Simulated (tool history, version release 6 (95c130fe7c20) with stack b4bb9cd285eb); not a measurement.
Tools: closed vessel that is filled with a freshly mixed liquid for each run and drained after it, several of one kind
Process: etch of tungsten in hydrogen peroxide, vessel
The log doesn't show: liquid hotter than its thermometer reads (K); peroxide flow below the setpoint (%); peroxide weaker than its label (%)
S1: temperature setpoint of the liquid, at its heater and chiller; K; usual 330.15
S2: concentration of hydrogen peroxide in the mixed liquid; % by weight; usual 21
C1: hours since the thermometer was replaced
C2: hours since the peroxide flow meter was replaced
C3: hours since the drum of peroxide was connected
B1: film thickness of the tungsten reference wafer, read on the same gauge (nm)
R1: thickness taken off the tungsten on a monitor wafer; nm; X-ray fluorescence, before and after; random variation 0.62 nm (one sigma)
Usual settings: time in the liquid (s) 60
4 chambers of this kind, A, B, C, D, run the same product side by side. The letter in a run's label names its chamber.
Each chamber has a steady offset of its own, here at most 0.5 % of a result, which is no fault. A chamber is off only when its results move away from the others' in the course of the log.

Run 1C, hour 10.6: usual settings; C1 207.4; C2 242.1; C3 248.6; B1 40.006. Result: R1 108.63 nm.
Run 2A, hour 21.6: usual settings; C1 695.5; C2 1094.8; C3 781.9; B1 39.984. Result: R1 108.70 nm.
Run 3B, hour 30.3: usual settings; C1 1960.8; C2 112.2; C3 333.3; B1 39.983. Result: R1 108.65 nm.
Run 4D, hour 40.4: usual settings; C1 786.1; C2 388.1; C3 455.2; B1 39.993. Result: R1 108.75 nm.
Run 5A, hour 47.6: usual settings; C1 721.5; C2 1120.8; C3 807.9; B1 39.988. Result: R1 108.62 nm.
Run 6D, hour 55.9: usual settings; C1 801.6; C2 403.6; C3 470.7; B1 40.017. Result: R1 110.01 nm.
Run 7B, hour 67.3: usual settings; C1 1997.8; C2 149.2; C3 370.3; B1 40.007. Result: R1 108.95 nm.
Run 8C, hour 74.1: usual settings; C1 270.9; C2 305.6; C3 312.1; B1 39.972. Result: R1 107.72 nm.
Run 9C, hour 85.2: usual settings; C1 282.0; C2 316.7; C3 323.2; B1 40.028. Result: R1 108.96 nm.
Run 10A, hour 94.9: usual settings; C1 768.8; C2 1168.1; C3 855.2; B1 39.974. Result: R1 109.87 nm.
Run 11D, hour 104.5: usual settings; C1 850.2; C2 452.2; C3 519.3; B1 39.978. Result: R1 108.79 nm.
Run 12B, hour 115.1: usual settings; C1 2045.6; C2 197.0; C3 418.1; B1 40.002. Result: R1 108.80 nm.
At hour 116.6: chamber D: peroxide flow meter replaced.
Run 13A, hour 121.4: usual settings; C1 795.3; C2 1194.6; C3 881.7; B1 40.002. Result: R1 110.89 nm.
Run 14D, hour 128.9: usual settings; C1 874.6; C2 12.4; C3 543.7; B1 39.983. Result: R1 109.02 nm.
Run 15B, hour 135.9: usual settings; C1 2066.4; C2 217.8; C3 438.9; B1 40.030. Result: R1 108.47 nm.
Run 16C, hour 143.9: usual settings; C1 340.7; C2 375.4; C3 381.9; B1 39.986. Result: R1 108.33 nm.
Run 17A, hour 149.9: usual settings; C1 823.8; C2 1223.1; C3 910.2; B1 39.985. Result: R1 112.69 nm.
Run 18C, hour 157.8: usual settings; C1 354.6; C2 389.3; C3 395.8; B1 39.990. Result: R1 109.67 nm.
Run 19D, hour 163.1: usual settings; C1 908.8; C2 46.6; C3 577.9; B1 40.007. Result: R1 108.15 nm.
Run 20B, hour 170.6: usual settings; C1 2101.1; C2 252.5; C3 473.6; B1 39.962. Result: R1 107.32 nm.
Run 21D, hour 181.5: usual settings; C1 927.2; C2 65.0; C3 596.3; B1 40.006. Result: R1 108.89 nm.
At hour 187.5: chamber C: new drum of peroxide connected.
Run 22B, hour 187.8: usual settings; C1 2118.3; C2 269.7; C3 490.8; B1 39.996. Result: R1 108.62 nm.
Run 23C, hour 194.0: usual settings; C1 390.8; C2 425.5; C3 6.6; B1 40.017. Result: R1 108.65 nm.
Run 24A, hour 200.3: usual settings; C1 874.2; C2 1273.5; C3 960.6; B1 39.979. Result: R1 113.88 nm.
Run 25A, hour 209.3: usual settings; C1 883.2; C2 1282.5; C3 969.6; B1 39.951. Result: R1 114.48 nm.
Run 26B, hour 218.7: usual settings; C1 2149.2; C2 300.6; C3 521.7; B1 40.019. Result: R1 109.46 nm.
Run 27C, hour 228.7: usual settings but S1 326.15 K, time in the liquid (s) 90; C1 425.5; C2 460.2; C3 41.3; B1 39.962. Result: R1 128.21 nm.

All 4 chambers run these settings next. Forecast each chamber's results:
Run 28A, hour 236.8: usual settings. Result: R1 ?.
Run 28B, hour 236.8: usual settings. Result: R1 ?.
Run 28C, hour 236.8: usual settings. Result: R1 ?.
Run 28D, hour 236.8: usual settings. Result: R1 ?.

run      R1
28A  115.11
28B  108.50
28C  107.89
28D  109.14
